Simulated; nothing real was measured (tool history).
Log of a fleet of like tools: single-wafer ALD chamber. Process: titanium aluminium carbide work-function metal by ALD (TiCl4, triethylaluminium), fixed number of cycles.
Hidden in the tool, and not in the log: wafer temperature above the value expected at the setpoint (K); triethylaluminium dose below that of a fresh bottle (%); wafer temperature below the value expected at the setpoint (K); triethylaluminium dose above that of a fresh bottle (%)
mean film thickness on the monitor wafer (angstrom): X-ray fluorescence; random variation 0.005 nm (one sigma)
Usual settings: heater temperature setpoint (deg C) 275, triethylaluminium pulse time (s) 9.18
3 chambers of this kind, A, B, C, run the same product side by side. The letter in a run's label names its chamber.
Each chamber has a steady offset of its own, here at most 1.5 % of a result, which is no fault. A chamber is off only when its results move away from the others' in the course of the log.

run,hour,heater temperature setpoint (deg C),triethylaluminium pulse time (s),hours since the last thermocouple change,hours since the last triethylaluminium bottle change,"read-back reference wafer on the same gauge, thickness_nm",mean film thickness on the monitor wafer (angstrom)
1C,8.8,275,9.18,147.5,1389.1,2.0201,17.939
# hour 17.4: chamber A: triethylaluminium bottle replaced
2A,18.2,275,9.18,1598.5,0.8,2.0193,17.741
3B,28.3,275,9.18,176.3,310.3,2.0206,17.704
4C,36.1,275,9.18,174.8,1416.4,2.0207,17.943
5B,45.8,275,9.18,193.8,327.8,2.0209,17.648
6A,55.8,275,9.18,1636.1,38.4,2.0198,17.755
7A,63.8,275,9.18,1644.1,46.4,2.0212,17.781
8C,71.6,284,9.18,210.3,1451.9,2.0206,18.669
9B,82.1,284,9.18,230.1,364.1,2.0196,18.315
10B,87.5,284,9.18,235.5,369.5,2.0204,18.401
11C,96.5,275,9.18,235.2,1476.8,2.0195,17.985
12A,104.1,275,9.18,1684.4,86.7,2.0195,17.677
13C,113.6,275,9.18,252.3,1493.9,2.0208,17.947
14A,123.4,275,9.18,1703.7,106.0,2.0197,17.838
15B,135.2,275,9.18,283.2,417.2,2.0190,17.465
16C,145.3,275,9.18,284.0,1525.6,2.0203,17.816
17A,154.7,275,9.18,1735.0,137.3,2.0210,17.732
18B,164.6,282,6.89,312.6,446.6,2.0190,16.916
19B,172.3,282,6.89,320.3,454.3,2.0185,16.829
20C,182.2,282,6.89,320.9,1562.5,2.0197,17.564
21A,189.0,275,9.18,1769.3,171.6,2.0186,17.793
22C,195.6,275,9.18,334.3,1575.9,2.0197,17.883
23B,204.6,275,7.88,352.6,486.6,2.0203,16.967
24A,211.5,275,7.88,1791.8,194.1,2.0190,17.344
25A,218.0,275,7.88,1798.3,200.6,2.0202,17.347
26C,226.8,275,9.18,365.5,1607.1,2.0199,17.894
27B,237.2,275,9.18,385.2,519.2,2.0189,17.405
28B,246.5,280,9.18,394.5,528.5,2.0210,17.700
29A,257.8,280,9.18,1838.1,240.4,2.0192,18.228
30C,265.5,280,9.18,404.2,1645.8,2.0199,18.351
31B,272.6,275,9.18,420.6,554.6,2.0196,17.240
32C,278.2,275,9.18,416.9,1658.5,2.0200,17.920
33A,286.0,275,9.18,1866.3,268.6,2.0198,17.738
34C,291.4,275,9.18,430.1,1671.7,2.0189,17.948
35A,298.3,275,9.18,1878.6,280.9,2.0194,17.752
36B,306.8,275,9.18,454.8,588.8,2.0205,17.099
37A,312.6,275,9.18,1892.9,295.2,2.0197,17.757
38B,320.7,275,9.18,468.7,602.7,2.0203,17.099

All 3 chambers run these settings next. Forecast each chamber's results:
39A,329.4,275,5.70,,,,?
39B,329.4,275,5.70,,,,?
39C,329.4,275,5.70,,,,?

run,mean film thickness on the monitor wafer (angstrom)
39A,15.793
39B,14.706
39C,16.209
